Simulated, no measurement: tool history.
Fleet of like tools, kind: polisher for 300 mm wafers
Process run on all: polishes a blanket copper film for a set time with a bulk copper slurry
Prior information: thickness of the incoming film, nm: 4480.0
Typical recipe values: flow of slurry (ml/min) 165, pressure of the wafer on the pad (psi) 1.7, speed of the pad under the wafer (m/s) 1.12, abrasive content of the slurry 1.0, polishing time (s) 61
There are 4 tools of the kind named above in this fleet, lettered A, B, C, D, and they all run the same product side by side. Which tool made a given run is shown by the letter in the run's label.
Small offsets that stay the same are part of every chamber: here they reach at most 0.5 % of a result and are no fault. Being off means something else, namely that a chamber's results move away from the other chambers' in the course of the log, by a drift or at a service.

run   hour  flow of slurry (ml/min)  pressure of the wafer on the pad (psi)  speed of the pad under the wafer (m/s)  abrasive content of the slurry  polishing time (s)  wafers polished on this pad  hours since the slurry nozzle was cleaned  hours since the head pressure was calibrated  hours since the slurry blender was calibrated  film removed (nm)
 1A    7.6                      165                                     1.7                                    1.12                             1.0                  61                          702                                      622.6                                         848.3                                           91.2             451.77
       9.1  -- chamber B: worn pad replaced by a new one
       9.1  -- chamber B: head pressure recalibrated
 2C   11.9                      165                                     1.7                                    1.12                             1.0                  61                          387                                      274.2                                          95.8                                          125.5             447.93
 3D   17.6                      165                                     1.7                                    1.12                             1.0                  61                          622                                      440.4                                        1379.7                                          251.9             443.65
      19.2  -- chamber D: worn pad replaced by a new one
      19.7  -- chamber C: worn pad replaced by a new one
 4B   22.7                      165                                     1.7                                    1.12                             1.0                  61                          176                                      139.7                                          13.6                                          223.6             445.92
      29.5  -- chamber A: worn pad replaced by a new one
 5B   30.1                      165                                     1.7                                    1.12                             1.0                  61                          271                                      147.1                                          21.0                                          231.0             446.33
 6D   37.6                      165                                     1.7                                    1.12                             1.0                  61                          237                                      460.4                                        1399.7                                          271.9             444.50
 7A   43.6                      165                                     1.7                                    1.12                             1.0                  61                          182                                      658.6                                         884.3                                          127.2             450.95
 8C   49.8                      165                                     1.7                                    1.12                             1.0                  61                          387                                      312.1                                         133.7                                          163.4             448.74
 9D   57.7                      165                                     1.7                                    1.12                             1.0                  61                          496                                      480.5                                        1419.8                                          292.0             446.75
10B   61.2                      165                                     1.7                                    1.12                             1.0                  61                          671                                      178.2                                          52.1                                          262.1             440.62
      61.8  -- chamber D: head pressure recalibrated
      63.9  -- chamber C: worn pad replaced by a new one
11C   66.9                      165                                     1.7                                    1.12                             1.0                  61                           39                                      329.2                                         150.8                                          180.5             449.47
      71.6  -- chamber D: worn pad replaced by a new one
12A   73.7                      165                                     1.7                                    1.12                             1.0                  61                          569                                      688.7                                         914.4                                          157.3             457.03
13B   77.8                      165                                     1.7                                    1.12                             1.0                  61                          884                                      194.8                                          68.7                                          278.7             450.90
14D   82.1                      205                                     1.7                                    1.12                             0.8                  61                          135                                      504.9                                          20.4                                          316.4             400.55
      85.7  -- chamber B: worn pad replaced by a new one
15A   85.9                      205                                     1.7                                    1.12                             0.8                  61                          726                                      700.9                                         926.6                                          169.5             444.39
      86.3  -- chamber A: slurry nozzle cleaned
16C   92.3                      205                                     1.7                                    1.12                             0.8                  61                          365                                      354.6                                         176.2                                          205.9             443.20
17C   99.0                      205                                     1.7                                    1.12                             0.8                  61                          452                                      361.3                                         182.9                                          212.6             441.75
18B  105.7                      165                                     1.7                                    1.12                             0.8                  61                          257                                      222.7                                          96.6                                          306.6             434.03
     110.0  -- chamber C: worn pad replaced by a new one
19D  110.0                      165                                     1.7                                    1.12                             0.8                  61                          494                                      532.8                                          48.3                                          344.3             381.11
     111.0  -- chamber A: slurry blender recalibrated
     111.7  -- chamber D: worn pad replaced by a new one
20A  114.7                      165                                     1.7                                    1.12                             0.8                  61                         1096                                       28.5                                         955.4                                            3.7             433.59
21D  120.1                      165                                     1.7                                    1.12                             0.8                  61                          108                                      542.9                                          58.4                                          354.4             391.90
     123.8  -- chamber A: worn pad replaced by a new one
22C  125.2                      165                                     1.7                                    1.12                             1.0                  61                          195                                      387.5                                         209.1                                          238.8             447.17
23B  130.7                      165                                     1.7                                    1.12                             1.0                  61                          578                                      247.7                                         121.6                                          331.6             443.41
24A  136.0                      165                                     1.7                                    1.12                             1.0                  61                          158                                       49.8                                         976.7                                           25.0             446.52
25B  143.7                      165                                     1.7                                    1.12                             1.0                  61                          746                                      260.7                                         134.6                                          344.6             449.71
     145.7  -- chamber C: worn pad replaced by a new one
     149.3  -- chamber C: slurry nozzle cleaned
26D  151.1                      165                                     1.3                                    1.12                             0.9                  61                          507                                      573.9                                          89.4                                          385.4             300.52
     152.3  -- chamber D: worn pad replaced by a new one
27A  155.9                      165                                     1.3                                    1.12                             0.9                  61                          414                                       69.7                                         996.6                                           44.9             336.70
28C  163.2                      165                                     1.3                                    1.12                             0.9                  61                          226                                       13.9                                         247.1                                          276.8             332.94
29C  170.3                      165                                     1.3                                    1.12                             0.9                  61                          317                                       21.0                                         254.2                                          283.9             333.29
30D  174.7                      165                                     1.7                                    1.12                             1.0                  61                          289                                      597.5                                         113.0                                          409.0             405.25
     177.9  -- chamber B: worn pad replaced by a new one
31B  178.4                      165                                     1.7                                    1.12                             1.0                  61                            6                                      295.4                                         169.3                                          379.3             448.95
32A  185.2                      165                                     1.7                                    1.12                             1.0                  61                          790                                       99.0                                        1025.9                                           74.2             455.53
     186.2  -- chamber D: slurry blender recalibrated
     187.0  -- chamber D: slurry nozzle cleaned
33A  190.5                      165                                     1.7                                    1.12                             1.0                  61                          859                                      104.3                                        1031.2                                           79.5             452.68
34D  194.7                      215                                     1.7                                    1.12                             1.0                  70                          546                                        7.7                                         133.0                                            8.5             477.97

Each of the 4 chambers runs these same settings next. Fill in every chamber's results:
35A  200.3                      165                                     1.7                                    1.12                             0.8                  61                                                                                                                                                                                       ?
35B  200.3                      165                                     1.7                                    1.12                             0.8                  61                                                                                                                                                                                       ?
35C  200.3                      165                                     1.7                                    1.12                             0.8                  61                                                                                                                                                                                       ?
35D  200.3                      165                                     1.7                                    1.12                             0.8                  61                                                                                                                                                                                       ?

run  film removed (nm)
35A             427.35
35B             425.96
35C             420.97
35D             393.19
